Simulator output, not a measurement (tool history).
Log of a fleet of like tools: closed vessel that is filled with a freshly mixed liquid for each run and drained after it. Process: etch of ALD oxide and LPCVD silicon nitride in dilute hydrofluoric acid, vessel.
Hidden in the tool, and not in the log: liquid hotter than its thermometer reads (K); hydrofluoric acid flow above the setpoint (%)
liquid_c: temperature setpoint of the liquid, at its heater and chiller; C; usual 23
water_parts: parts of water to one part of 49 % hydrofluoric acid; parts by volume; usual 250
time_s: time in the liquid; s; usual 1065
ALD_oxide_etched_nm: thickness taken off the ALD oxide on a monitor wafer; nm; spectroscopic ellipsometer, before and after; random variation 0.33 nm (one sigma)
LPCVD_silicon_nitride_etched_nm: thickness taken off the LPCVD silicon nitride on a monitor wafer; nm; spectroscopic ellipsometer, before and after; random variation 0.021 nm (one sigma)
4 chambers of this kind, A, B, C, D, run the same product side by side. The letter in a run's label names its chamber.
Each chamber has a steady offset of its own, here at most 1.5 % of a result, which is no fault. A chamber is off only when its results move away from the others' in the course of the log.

run	hour	liquid_c	water_parts	time_s	hours since the thermometer was replaced	hours since the hydrofluoric acid flow meter was replaced	read-back film thickness of the ALD oxide reference wafer, read on the same gauge (nm)	read-back film thickness of the LPCVD silicon nitride reference wafer, read on the same gauge (nm)	ALD_oxide_etched_nm	LPCVD_silicon_nitride_etched_nm
1B	10.4	23	250	1065	504.9	518.1	80.023	110.03	39.842	1.7753
2A	20.7	23	250	1065	891.3	683.2	79.972	110.02	39.974	1.8081
3C	31.3	23	250	1065	1022.3	116.2	80.007	110	40.691	1.8314
4D	37.7	23	250	1065	74.7	1213.2	79.985	109.99	40.092	1.7677
5A	48	23	250	1065	918.6	710.5	79.986	110	39.897	1.7918
6D	59	23	250	1065	96	1234.5	79.996	110.02	39.886	1.7995
7B	69.9	23	250	1065	564.4	577.6	80.001	110.01	40.164	1.7697
8C	82.7	23	250	1065	1073.7	167.6	80.004	110.01	39.976	1.8322
9C	94.2	23	250	1065	1085.2	179.1	80	110.01	40.882	1.8071
10D	105.5	23	250	1065	142.5	1281	80.026	110.02	39.864	1.7952
11A	115.4	23	250	1065	986	777.9	80.005	109.99	39.909	1.843
12B	126.3	23	250	1065	620.8	634	80.012	110.02	40.085	1.7866
13C	136.5	23	250	1065	1127.5	221.4	79.993	109.99	40.387	1.8062
14D	149.4	23	250	1065	186.4	1324.9	80.006	110.02	39.784	1.7717
15B	162	23	250	1065	656.5	669.7	79.981	109.99	40.793	1.8183
16A	172.6	23	250	1065	1043.2	835.1	80.009	109.99	39.719	1.8159
17B	183.3	18.5	250	1440	677.8	691	79.978	110	45.755	1.7734
18A	192.3	18.5	250	1440	1062.9	854.8	80.01	110	45.949	1.8203
19D	204.7	18.5	250	1440	241.7	1380.2	80.009	109.98	45.381	1.7918
20C	210.9	18.5	250	1440	1201.9	295.8	79.972	109.98	46.236	1.8383
21C	223.1	23	250	1065	1214.1	308	79.994	110	41.264	1.7746
22B	234.2	25.5	250	1365	728.7	741.9	80.024	110	56.93	2.7324
23A	245.2	25.5	250	1365	1115.8	907.7	80.004	109.99	55.52	2.6087
24D	253.1	25.5	250	1365	290.1	1428.6	80.009	110	55.672	2.6781
25A	262.1	25.5	250	1365	1132.7	924.6	79.962	110.03	55.983	2.7152
26D	272.1	23	250	1065	309.1	1447.6	79.99	110	39.559	1.7908
27C	278.1	23	195	1065	1269.1	363	79.993	110.01	54.536	2.2676
28B	286.8	23	195	1065	781.3	794.5	80.02	110.01	56.56	2.3598
29A	297.8	23	195	1065	1168.4	960.3	79.986	110	54.003	2.2603
30B	308.4	23	195	1065	802.9	816.1	79.973	110	57.225	2.3968
# hour 310.5: chamber D: hydrofluoric acid flow meter replaced
31C	317.7	23	250	1065	1308.7	402.6	79.978	109.99	40.429	1.811
32D	323.9	25	250	1065	360.9	13.4	79.99	110.01	43.162	2.006
33C	330.1	25	250	1065	1321.1	415	80.015	109.99	43.011	2.0727
34A	341.5	25	250	1065	1212.1	1004	79.988	109.97	43.578	2.0583
# hour 351.1: chamber A: hydrofluoric acid flow meter replaced
35D	353.4	25	250	1065	390.4	42.9	80.013	110.02	42.405	2.0547
36B	364.2	23	250	1065	858.7	871.9	80.009	110.02	43.149	1.9435
37D	371.5	23	250	1065	408.5	61	79.997	109.97	39.978	1.8097
38A	382	23	250	1065	1252.6	31	80.018	109.98	40.085	1.7783
39B	394.6	23	250	1065	889.1	902.3	80.009	110.03	43.887	1.949
40C	406.5	23	250	1065	1397.5	491.4	79.998	110	40.72	1.8008
41C	416.4	23	250	1065	1407.4	501.3	80.008	110.01	40.134	1.8183
42D	422.8	23	250	1065	459.8	112.3	79.993	110.01	39.373	1.7986

Next, every chamber runs the same settings. What will each give?
43A	432.1	23	250	1065					?	?
43B	432.1	23	250	1065					?	?
43C	432.1	23	250	1065					?	?
43D	432.1	23	250	1065					?	?

run	ALD_oxide_etched_nm	LPCVD_silicon_nitride_etched_nm
43A	38.987	1.7608
43B	44.949	1.9542
43C	40.066	1.7926
43D	40.249	1.7583

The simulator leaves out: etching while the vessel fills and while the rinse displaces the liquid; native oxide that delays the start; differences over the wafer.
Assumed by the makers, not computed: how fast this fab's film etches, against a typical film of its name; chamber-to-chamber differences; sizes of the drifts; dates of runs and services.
